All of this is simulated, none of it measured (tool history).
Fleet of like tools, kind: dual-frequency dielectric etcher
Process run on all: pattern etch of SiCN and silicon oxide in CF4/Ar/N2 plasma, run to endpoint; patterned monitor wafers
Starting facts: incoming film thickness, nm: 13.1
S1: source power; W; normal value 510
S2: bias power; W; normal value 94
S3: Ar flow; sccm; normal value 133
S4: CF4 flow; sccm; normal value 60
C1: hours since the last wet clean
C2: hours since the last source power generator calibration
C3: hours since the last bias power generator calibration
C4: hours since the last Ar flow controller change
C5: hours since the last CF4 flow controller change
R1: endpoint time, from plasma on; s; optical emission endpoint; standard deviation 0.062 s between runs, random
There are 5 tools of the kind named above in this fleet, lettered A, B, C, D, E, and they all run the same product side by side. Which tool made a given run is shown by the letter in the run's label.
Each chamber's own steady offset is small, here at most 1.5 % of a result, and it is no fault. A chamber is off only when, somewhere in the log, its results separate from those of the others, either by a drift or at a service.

run 1B hour=6.1 | S1=510 S2=94 S3=133 S4=60 | C1=343.2 C2=3081.5 C3=699.1 C4=1475.3 C5=1199.2 | R1=13.296
run 2A hour=10.5 | S1=510 S2=94 S3=133 S4=60 | C1=470.3 C2=1706.4 C3=1318.6 C4=4954.1 C5=1535.6 | R1=13.31
run 3E hour=15.4 | S1=510 S2=94 S3=133 S4=60 | C1=252.5 C2=1089.6 C3=2255.7 C4=716.4 C5=2515.8 | R1=13.19
run 4D hour=21.2 | S1=510 S2=94 S3=133 S4=60 | C1=325.1 C2=282.9 C3=1395 C4=4947.7 C5=1188.9 | R1=13.283
-- hour=26.8 chamber A: wet clean of the chamber
run 5C hour=26.9 | S1=510 S2=94 S3=133 S4=60 | C1=59 C2=60.4 C3=3563.1 C4=1544.3 C5=551.6 | R1=13.154
run 6D hour=32.7 | S1=510 S2=94 S3=133 S4=60 | C1=336.6 C2=294.4 C3=1406.5 C4=4959.2 C5=1200.4 | R1=13.296
run 7A hour=39.1 | S1=510 S2=94 S3=133 S4=60 | C1=12.4 C2=1735 C3=1347.2 C4=4982.7 C5=1564.2 | R1=13.241
run 8E hour=45.6 | S1=510 S2=94 S3=133 S4=60 | C1=282.7 C2=1119.8 C3=2285.9 C4=746.6 C5=2546 | R1=13.424
run 9C hour=53.1 | S1=510 S2=94 S3=133 S4=60 | C1=85.2 C2=86.6 C3=3589.3 C4=1570.5 C5=577.8 | R1=13.051
run 10B hour=59.7 | S1=510 S2=94 S3=133 S4=60 | C1=396.8 C2=3135.1 C3=752.7 C4=1528.9 C5=1252.8 | R1=13.269
-- hour=63.1 chamber C: bias power generator calibrated
run 11B hour=66.2 | S1=510 S2=94 S3=133 S4=60 | C1=403.3 C2=3141.6 C3=759.2 C4=1535.4 C5=1259.3 | R1=13.304
run 12E hour=71 | S1=590 S2=94 S3=133 S4=71 | C1=308.1 C2=1145.2 C3=2311.3 C4=772 C5=2571.4 | R1=11.504
run 13A hour=76.9 | S1=590 S2=94 S3=133 S4=71 | C1=50.2 C2=1772.8 C3=1385 C4=5020.5 C5=1602 | R1=11.437
run 14C hour=81.8 | S1=590 S2=94 S3=133 S4=71 | C1=113.9 C2=115.3 C3=18.7 C4=1599.2 C5=606.5 | R1=11.382
run 15D hour=89.1 | S1=590 S2=94 S3=133 S4=71 | C1=393 C2=350.8 C3=1462.9 C4=5015.6 C5=1256.8 | R1=11.433
run 16C hour=94.1 | S1=590 S2=94 S3=133 S4=71 | C1=126.2 C2=127.6 C3=31 C4=1611.5 C5=618.8 | R1=11.312
-- hour=96.7 chamber D: bias power generator calibrated
run 17B hour=102.2 | S1=580 S2=94 S3=110 S4=60 | C1=439.3 C2=3177.6 C3=795.2 C4=1571.4 C5=1295.3 | R1=11.497
run 18E hour=108.5 | S1=580 S2=94 S3=110 S4=60 | C1=345.6 C2=1182.7 C3=2348.8 C4=809.5 C5=2608.9 | R1=11.809
run 19A hour=113.9 | S1=580 S2=94 S3=110 S4=60 | C1=87.2 C2=1809.8 C3=1422 C4=5057.5 C5=1639 | R1=11.616
run 20D hour=118.4 | S1=580 S2=94 S3=110 S4=60 | C1=422.3 C2=380.1 C3=21.8 C4=5044.9 C5=1286.1 | R1=11.407
run 21C hour=124.4 | S1=580 S2=94 S3=110 S4=60 | C1=156.5 C2=157.9 C3=61.3 C4=1641.8 C5=649.1 | R1=11.361
run 22E hour=128.9 | S1=510 S2=94 S3=133 S4=60 | C1=366 C2=1203.1 C3=2369.2 C4=829.9 C5=2629.3 | R1=13.621
run 23B hour=136.5 | S1=510 S2=94 S3=133 S4=60 | C1=473.6 C2=3211.9 C3=829.5 C4=1605.7 C5=1329.6 | R1=13.193
run 24D hour=144 | S1=510 S2=94 S3=133 S4=60 | C1=447.9 C2=405.7 C3=47.4 C4=5070.5 C5=1311.7 | R1=13.194
run 25A hour=150.4 | S1=510 S2=94 S3=133 S4=60 | C1=123.7 C2=1846.3 C3=1458.5 C4=5094 C5=1675.5 | R1=13.33
-- hour=156.8 chamber B: wet clean of the chamber
run 26D hour=158.8 | S1=510 S2=94 S3=133 S4=60 | C1=462.7 C2=420.5 C3=62.2 C4=5085.3 C5=1326.5 | R1=13.229
run 27B hour=167.4 | S1=510 S2=94 S3=133 S4=60 | C1=10.6 C2=3242.8 C3=860.4 C4=1636.6 C5=1360.5 | R1=13.241
run 28C hour=173.7 | S1=380 S2=94 S3=133 S4=60 | C1=205.8 C2=207.2 C3=110.6 C4=1691.1 C5=698.4 | R1=16.727
run 29E hour=178.3 | S1=380 S2=94 S3=133 S4=60 | C1=415.4 C2=1252.5 C3=2418.6 C4=879.3 C5=2678.7 | R1=17.778
run 30A hour=183.6 | S1=380 S2=94 S3=133 S4=60 | C1=156.9 C2=1879.5 C3=1491.7 C4=5127.2 C5=1708.7 | R1=17.226

The same settings go to every chamber for the next run, one line per chamber below. Forecast the results for each:
run 31A hour=190 | S1=510 S2=94 S3=133 S4=60 | R1=?
run 31B hour=190 | S1=510 S2=94 S3=133 S4=60 | R1=?
run 31C hour=190 | S1=510 S2=94 S3=133 S4=60 | R1=?
run 31D hour=190 | S1=510 S2=94 S3=133 S4=60 | R1=?
run 31E hour=190 | S1=510 S2=94 S3=133 S4=60 | R1=?

run=31A R1=13.217
run=31B R1=13.228
run=31C R1=13.131
run=31D R1=13.194
run=31E R1=13.892

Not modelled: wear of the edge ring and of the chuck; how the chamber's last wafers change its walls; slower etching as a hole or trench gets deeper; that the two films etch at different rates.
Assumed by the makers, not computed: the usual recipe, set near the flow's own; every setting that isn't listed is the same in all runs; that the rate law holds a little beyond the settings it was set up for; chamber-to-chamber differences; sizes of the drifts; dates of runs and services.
